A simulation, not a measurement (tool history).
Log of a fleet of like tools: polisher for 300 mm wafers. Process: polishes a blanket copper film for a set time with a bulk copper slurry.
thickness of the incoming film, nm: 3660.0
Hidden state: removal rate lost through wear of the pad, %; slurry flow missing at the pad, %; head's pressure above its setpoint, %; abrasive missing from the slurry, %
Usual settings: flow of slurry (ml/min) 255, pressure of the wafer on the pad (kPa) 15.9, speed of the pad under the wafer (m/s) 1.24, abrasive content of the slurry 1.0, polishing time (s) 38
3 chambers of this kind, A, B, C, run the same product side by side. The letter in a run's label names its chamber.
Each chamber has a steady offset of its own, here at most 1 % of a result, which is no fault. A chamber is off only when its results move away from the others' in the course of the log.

run	hour	flow of slurry (ml/min)	pressure of the wafer on the pad (kPa)	speed of the pad under the wafer (m/s)	abrasive content of the slurry	polishing time (s)	wafers polished on this pad	hours since the slurry nozzle was cleaned	hours since the head pressure was calibrated	hours since the slurry blender was calibrated	film removed (angstrom)
# hour 0.1: chamber A: slurry blender recalibrated
1C	10.0	255	15.9	1.24	1.0	38	647	146.4	415.2	274.0	4054.7
# hour 12.6: chamber B: head pressure recalibrated
# hour 14.3: chamber A: worn pad replaced by a new one
2B	19.1	255	15.9	1.24	1.0	38	486	648.8	6.6	49.3	4053.5
# hour 19.5: chamber C: slurry blender recalibrated
3A	25.8	255	15.9	1.24	1.0	38	124	642.3	718.4	25.7	4074.2
4B	35.7	255	15.9	1.24	1.0	38	665	665.4	23.2	65.9	4025.2
5C	45.8	255	15.9	1.24	1.0	38	1034	182.2	451.0	26.3	4024.0
6A	57.2	255	15.9	1.24	1.0	38	463	673.7	749.8	57.1	3962.8
7B	63.5	255	15.9	1.24	1.0	38	965	693.2	51.0	93.7	4121.8
# hour 68.8: chamber B: worn pad replaced by a new one
8C	74.7	255	15.9	1.24	1.0	38	1345	211.1	479.9	55.2	4111.2
# hour 79.8: chamber A: worn pad replaced by a new one
9A	85.5	255	15.9	1.24	1.0	38	61	702.0	778.1	85.4	4066.1
10A	91.2	255	15.9	1.24	1.0	38	123	707.7	783.8	91.1	4049.6
# hour 95.8: chamber A: slurry nozzle cleaned
11B	96.8	255	15.9	1.24	1.0	38	302	726.5	84.3	127.0	4048.8
12C	107.7	255	15.9	1.24	1.0	38	1701	244.1	512.9	88.2	4094.4
13C	115.1	255	15.9	1.24	1.0	45	1781	251.5	520.3	95.6	4741.1
14A	124.3	255	15.9	1.24	1.0	45	480	28.5	816.9	124.2	4860.0
15B	133.7	255	15.9	1.24	1.0	45	700	763.4	121.2	163.9	4820.4
# hour 139.4: chamber B: slurry blender recalibrated
16A	142.4	255	15.9	1.24	1.0	38	675	46.6	835.0	142.3	4057.4
# hour 146.8: chamber A: worn pad replaced by a new one
17B	148.0	255	15.9	1.24	1.0	38	854	777.7	135.5	8.6	4054.8
# hour 151.4: chamber B: worn pad replaced by a new one
18C	153.4	255	15.9	1.24	1.0	38	2194	289.8	558.6	133.9	3980.1
19B	163.7	255	15.9	1.24	1.0	38	133	793.4	151.2	24.3	4092.0
20A	168.7	255	15.9	1.24	1.0	38	237	72.9	861.3	168.6	4027.0
# hour 171.0: chamber C: slurry nozzle cleaned
21C	177.1	255	15.9	1.24	1.0	38	2450	6.2	582.3	157.6	4000.8
22A	183.7	255	15.9	1.24	1.0	38	398	87.9	876.3	183.6	4112.0
# hour 189.0: chamber B: slurry nozzle cleaned
23C	195.1	255	15.9	1.24	1.0	38	2644	24.2	600.3	175.6	3987.8
24B	201.9	255	15.9	1.24	1.0	38	545	12.9	189.4	62.5	4126.1
25C	212.2	255	15.9	1.24	1.0	38	2829	41.3	617.4	192.7	3893.2
26B	222.4	255	15.9	1.24	1.0	38	766	33.4	209.9	83.0	4080.7
# hour 224.2: chamber A: worn pad replaced by a new one
27A	234.0	255	15.9	1.24	1.0	38	106	138.2	926.6	233.9	4067.8
28B	241.3	255	15.9	1.24	1.0	38	970	52.3	228.8	101.9	4070.7
# hour 247.4: chamber B: worn pad replaced by a new one
29A	249.8	255	15.9	1.24	1.0	38	276	154.0	942.4	249.7	4072.7
# hour 253.1: chamber C: slurry blender recalibrated
30C	256.0	255	15.9	1.24	1.0	38	3301	85.1	661.2	3.0	3894.6
31A	263.4	255	15.9	0.98	1.3	38	423	167.6	956.0	263.3	3409.3
32C	269.6	255	15.9	0.98	1.3	38	3448	98.7	674.8	16.6	3250.2
33B	277.9	255	15.9	0.98	1.3	38	329	88.9	265.4	138.5	3437.7
34C	285.5	255	15.9	1.24	1.0	38	3619	114.6	690.7	32.5	3776.7
35A	291.5	255	15.9	1.24	1.0	38	726	195.7	984.1	291.4	4057.6
36B	298.1	255	15.9	1.24	1.0	38	547	109.1	285.6	158.7	4068.0
# hour 305.4: chamber A: worn pad replaced by a new one
37A	309.3	255	15.9	1.24	1.0	38	42	213.5	1001.9	309.2	4050.5
38C	316.3	255	15.9	1.24	1.0	38	3952	145.4	721.5	63.3	3791.3
# hour 318.0: chamber B: slurry blender recalibrated
39B	324.9	255	15.9	1.24	1.0	38	836	135.9	312.4	7.0	4075.6
40B	330.3	255	15.9	1.24	1.0	38	895	141.3	317.8	12.4	4069.9
41A	338.0	255	15.9	1.24	1.0	38	352	242.2	1030.6	337.9	4076.6
42C	349.1	255	15.9	1.24	1.0	38	4306	178.2	754.3	96.1	3729.4
43A	354.9	255	15.9	1.24	1.0	38	534	259.1	1047.5	354.8	4077.6

What goes on in this fleet: one chamber off, a drifting gauge, or nothing beyond the chambers' own small offsets? Name the chamber and the cause, if any.

Chamber C drifts away from the others.
Cause: removal rate lost through wear of the pad, % = 8.34.
The log may not tell that from: head's pressure below its setpoint, %.

Here are 4 candidates for chamber C's next run, each the usual settings with a change, their results left as question marks. Which one brings its results back in line with what the others give on the usual settings?
In line means no further than this from the other chambers' mean on the usual settings: film removed (angstrom) 110.0
44C-1	363.1	255	14.5	1.24	1.0	38					?
44C-2	363.1	255	15.2	1.18	1.0	36					?
44C-3	363.1	255	17.2	1.24	1.0	38					?
44C-4	363.1	255	15.9	1.32	1.0	41					?

The other chambers' mean on the usual settings: film removed (angstrom) 4058.9
run	film removed (angstrom)
44C-1	3370.6
44C-2	3184.3
44C-3	4006.0
44C-4	4232.4
44C-3 brings the chamber back in line.

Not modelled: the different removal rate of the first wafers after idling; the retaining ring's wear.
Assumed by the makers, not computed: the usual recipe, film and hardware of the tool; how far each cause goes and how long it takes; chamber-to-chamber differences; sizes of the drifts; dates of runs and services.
